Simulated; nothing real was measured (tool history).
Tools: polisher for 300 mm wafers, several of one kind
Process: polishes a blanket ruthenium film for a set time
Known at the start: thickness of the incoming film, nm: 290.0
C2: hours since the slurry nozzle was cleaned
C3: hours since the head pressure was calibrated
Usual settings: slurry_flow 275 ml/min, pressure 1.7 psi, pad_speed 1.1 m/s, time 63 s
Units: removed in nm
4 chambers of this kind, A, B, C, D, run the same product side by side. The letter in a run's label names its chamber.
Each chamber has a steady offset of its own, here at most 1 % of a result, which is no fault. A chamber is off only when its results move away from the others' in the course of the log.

At hour 0.7: chamber C: worn pad replaced by a new one.
Run 1B, hour 3.7: usual settings; wafers polished on this pad 549; C2 84.9; C3 960.6. Result: removed 77.017 nm.
Run 2D, hour 9.7: usual settings; wafers polished on this pad 659; C2 517.6; C3 337.9. Result: removed 74.599 nm.
Run 3A, hour 14.7: usual settings; wafers polished on this pad 1023; C2 144.4; C3 486.7. Result: removed 73.667 nm.
Run 4C, hour 20.2: usual settings; wafers polished on this pad 138; C2 358.8; C3 323.7. Result: removed 74.215 nm.
Run 5A, hour 23.6: usual settings; wafers polished on this pad 1086; C2 153.3; C3 495.6. Result: removed 75.108 nm.
Run 6B, hour 29.0: usual settings; wafers polished on this pad 728; C2 110.2; C3 985.9. Result: removed 76.838 nm.
At hour 32.2: chamber D: slurry nozzle cleaned.
Run 7C, hour 34.5: usual settings; wafers polished on this pad 239; C2 373.1; C3 338.0. Result: removed 73.228 nm.
Run 8D, hour 40.5: usual settings; wafers polished on this pad 877; C2 8.3; C3 368.7. Result: removed 74.653 nm.
Run 9B, hour 46.0: usual settings; wafers polished on this pad 849; C2 127.2; C3 1002.9. Result: removed 75.695 nm.
At hour 49.3: chamber C: slurry nozzle cleaned.
Run 10C, hour 50.3: usual settings but pressure 1.2 psi, time 49 s; wafers polished on this pad 351; C2 1.0; C3 353.8. Result: removed 41.407 nm.
Run 11D, hour 53.6: usual settings but pressure 1.2 psi, time 49 s; wafers polished on this pad 970; C2 21.4; C3 381.8. Result: removed 41.064 nm.
Run 12A, hour 56.8: usual settings but pressure 1.2 psi, time 49 s; wafers polished on this pad 1321; C2 186.5; C3 528.8. Result: removed 40.279 nm.
Run 13C, hour 61.4: usual settings but pressure 1.2 psi, time 49 s; wafers polished on this pad 429; C2 12.1; C3 364.9. Result: removed 39.724 nm.
Run 14B, hour 66.8: usual settings; wafers polished on this pad 996; C2 148.0; C3 1023.7. Result: removed 76.747 nm.
At hour 69.9: chamber A: worn pad replaced by a new one.
Run 15A, hour 70.8: usual settings; wafers polished on this pad 6; C2 200.5; C3 542.8. Result: removed 76.691 nm.
At hour 75.2: chamber A: slurry nozzle cleaned.
Run 16D, hour 76.2: usual settings; wafers polished on this pad 1130; C2 44.0; C3 404.4. Result: removed 72.312 nm.
Run 17D, hour 79.6: usual settings; wafers polished on this pad 1154; C2 47.4; C3 407.8. Result: removed 69.236 nm.
Run 18C, hour 83.7: usual settings; wafers polished on this pad 587; C2 34.4; C3 387.2. Result: removed 75.688 nm.
Run 19A, hour 87.2: usual settings; wafers polished on this pad 122; C2 12.0; C3 559.2. Result: removed 74.052 nm.
At hour 88.9: chamber C: worn pad replaced by a new one.
Run 20B, hour 91.8: usual settings; wafers polished on this pad 1173; C2 173.0; C3 1048.7. Result: removed 75.330 nm.
Run 21A, hour 97.2: usual settings; wafers polished on this pad 193; C2 22.0; C3 569.2. Result: removed 74.279 nm.
Run 22B, hour 101.0: usual settings; wafers polished on this pad 1238; C2 182.2; C3 1057.9. Result: removed 76.672 nm.
Run 23D, hour 104.4: usual settings; wafers polished on this pad 1329; C2 72.2; C3 432.6. Result: removed 69.891 nm.
Run 24C, hour 108.4: usual settings; wafers polished on this pad 138; C2 59.1; C3 411.9. Result: removed 73.578 nm.
Run 25B, hour 114.0: usual settings; wafers polished on this pad 1330; C2 195.2; C3 1070.9. Result: removed 76.278 nm.
Run 26D, hour 116.9: usual settings; wafers polished on this pad 1418; C2 84.7; C3 445.1. Result: removed 65.240 nm.
Run 27C, hour 123.0: usual settings; wafers polished on this pad 241; C2 73.7; C3 426.5. Result: removed 76.502 nm.

Next, every chamber runs the same settings. What will each give?
Run 28A, hour 127.7: usual settings but time 51 s. Result: removed ?.
Run 28B, hour 127.7: usual settings but time 51 s. Result: removed ?.
Run 28C, hour 127.7: usual settings but time 51 s. Result: removed ?.
Run 28D, hour 127.7: usual settings but time 51 s. Result: removed ?.

run  removed
28A   59.869
28B   60.067
28C   60.804
28D   53.960
